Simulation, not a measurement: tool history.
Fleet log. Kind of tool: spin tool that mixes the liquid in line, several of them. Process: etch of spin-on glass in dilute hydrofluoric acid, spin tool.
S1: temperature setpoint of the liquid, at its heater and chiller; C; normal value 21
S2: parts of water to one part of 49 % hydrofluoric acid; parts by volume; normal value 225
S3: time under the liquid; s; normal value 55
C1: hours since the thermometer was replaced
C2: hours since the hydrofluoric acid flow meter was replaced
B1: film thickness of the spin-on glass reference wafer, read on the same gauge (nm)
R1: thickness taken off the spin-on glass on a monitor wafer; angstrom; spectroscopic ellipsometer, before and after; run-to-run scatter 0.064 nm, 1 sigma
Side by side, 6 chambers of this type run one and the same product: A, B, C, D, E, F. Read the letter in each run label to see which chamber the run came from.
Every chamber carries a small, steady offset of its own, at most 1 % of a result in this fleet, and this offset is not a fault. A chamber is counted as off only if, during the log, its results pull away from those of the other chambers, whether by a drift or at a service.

Run 1C, hour 7.0: usual settings; C1 79.6; C2 359.2; B1 89.993. Result: R1 80.256 angstrom.
Run 2A, hour 13.9: usual settings; C1 807.6; C2 1057.0; B1 89.978. Result: R1 79.117 angstrom.
Run 3D, hour 21.1: usual settings; C1 1721.5; C2 224.0; B1 90.003. Result: R1 78.247 angstrom.
Run 4B, hour 27.8: usual settings; C1 651.7; C2 452.3; B1 90.016. Result: R1 78.500 angstrom.
Run 5F, hour 31.1: usual settings; C1 481.9; C2 1154.2; B1 89.986. Result: R1 77.094 angstrom.
Run 6E, hour 36.3: usual settings; C1 1228.8; C2 1058.5; B1 90.016. Result: R1 77.814 angstrom.
Run 7C, hour 41.4: usual settings; C1 114.0; C2 393.6; B1 90.009. Result: R1 78.397 angstrom.
Run 8B, hour 44.9: usual settings; C1 668.8; C2 469.4; B1 89.987. Result: R1 77.724 angstrom.
Run 9E, hour 48.3: usual settings; C1 1240.8; C2 1070.5; B1 90.005. Result: R1 78.209 angstrom.
Run 10D, hour 51.6: usual settings; C1 1752.0; C2 254.5; B1 89.985. Result: R1 77.045 angstrom.
Run 11A, hour 56.8: usual settings; C1 850.5; C2 1099.9; B1 90.009. Result: R1 77.947 angstrom.
Run 12F, hour 61.3: usual settings; C1 512.1; C2 1184.4; B1 89.994. Result: R1 77.518 angstrom.
Run 13D, hour 67.8: usual settings; C1 1768.2; C2 270.7; B1 89.972. Result: R1 78.659 angstrom.
Run 14E, hour 73.8: usual settings; C1 1266.3; C2 1096.0; B1 90.008. Result: R1 77.063 angstrom.
Run 15C, hour 80.2: usual settings; C1 152.8; C2 432.4; B1 90.018. Result: R1 78.004 angstrom.
At hour 82.4: chamber C: hydrofluoric acid flow meter replaced.
Run 16B, hour 85.5: usual settings; C1 709.4; C2 510.0; B1 90.016. Result: R1 78.422 angstrom.
Run 17F, hour 92.7: usual settings; C1 543.5; C2 1215.8; B1 89.996. Result: R1 79.118 angstrom.
Run 18A, hour 98.5: usual settings; C1 892.2; C2 1141.6; B1 90.011. Result: R1 79.548 angstrom.
Run 19F, hour 105.0: usual settings; C1 555.8; C2 1228.1; B1 89.974. Result: R1 77.183 angstrom.
Run 20B, hour 109.8: usual settings; C1 733.7; C2 534.3; B1 89.984. Result: R1 78.774 angstrom.
Run 21E, hour 116.7: usual settings; C1 1309.2; C2 1138.9; B1 89.988. Result: R1 76.381 angstrom.
Run 22D, hour 120.7: usual settings; C1 1821.1; C2 323.6; B1 90.023. Result: R1 79.345 angstrom.
Run 23A, hour 127.8: usual settings; C1 921.5; C2 1170.9; B1 89.972. Result: R1 78.699 angstrom.
Run 24C, hour 133.0: usual settings but S2 310 parts by volume, S3 75 s; C1 205.6; C2 50.7; B1 89.997. Result: R1 72.049 angstrom.
At hour 133.3: chamber D: thermometer replaced.
Run 25E, hour 138.9: usual settings but S2 310 parts by volume, S3 75 s; C1 1331.4; C2 1161.1; B1 90.006. Result: R1 68.158 angstrom.
Run 26D, hour 146.0: usual settings but S2 310 parts by volume, S3 75 s; C1 12.8; C2 348.9; B1 90.004. Result: R1 71.415 angstrom.
Run 27A, hour 152.1: usual settings but S2 310 parts by volume, S3 75 s; C1 945.8; C2 1195.2; B1 89.977. Result: R1 72.573 angstrom.
Run 28B, hour 156.7: usual settings but S2 310 parts by volume, S3 75 s; C1 780.6; C2 581.2; B1 89.982. Result: R1 71.773 angstrom.
Run 29C, hour 161.2: usual settings but S2 310 parts by volume, S3 75 s; C1 233.8; C2 78.9; B1 89.994. Result: R1 71.060 angstrom.
Run 30F, hour 164.7: usual settings but S2 165 parts by volume; C1 615.5; C2 1287.8; B1 90.004. Result: R1 111.440 angstrom.
Run 31A, hour 169.8: usual settings but S2 165 parts by volume; C1 963.5; C2 1212.9; B1 90.004. Result: R1 113.330 angstrom.
Run 32C, hour 175.9: usual settings but S2 165 parts by volume; C1 248.5; C2 93.6; B1 90.010. Result: R1 115.400 angstrom.
Run 33D, hour 181.7: usual settings but S2 165 parts by volume; C1 48.5; C2 384.6; B1 90.006. Result: R1 113.530 angstrom.
Run 34F, hour 187.2: usual settings but S2 165 parts by volume; C1 638.0; C2 1310.3; B1 90.011. Result: R1 109.570 angstrom.
Run 35B, hour 193.6: usual settings but S2 165 parts by volume; C1 817.5; C2 618.1; B1 89.985. Result: R1 111.740 angstrom.
Run 36E, hour 197.5: usual settings; C1 1390.0; C2 1219.7; B1 89.993. Result: R1 71.730 angstrom.
Run 37E, hour 201.3: usual settings; C1 1393.8; C2 1223.5; B1 89.984. Result: R1 72.697 angstrom.

All chambers now run identical settings, listed one chamber a line with results as question marks. What results will each chamber show?
Run 38A, hour 206.5: usual settings but S2 305 parts by volume. Result: R1 ?.
Run 38B, hour 206.5: usual settings but S2 305 parts by volume. Result: R1 ?.
Run 38C, hour 206.5: usual settings but S2 305 parts by volume. Result: R1 ?.
Run 38D, hour 206.5: usual settings but S2 305 parts by volume. Result: R1 ?.
Run 38E, hour 206.5: usual settings but S2 305 parts by volume. Result: R1 ?.
Run 38F, hour 206.5: usual settings but S2 305 parts by volume. Result: R1 ?.

run      R1
38A  54.618
38B  53.585
38C  54.617
38D  53.624
38E  48.943
38F  53.474

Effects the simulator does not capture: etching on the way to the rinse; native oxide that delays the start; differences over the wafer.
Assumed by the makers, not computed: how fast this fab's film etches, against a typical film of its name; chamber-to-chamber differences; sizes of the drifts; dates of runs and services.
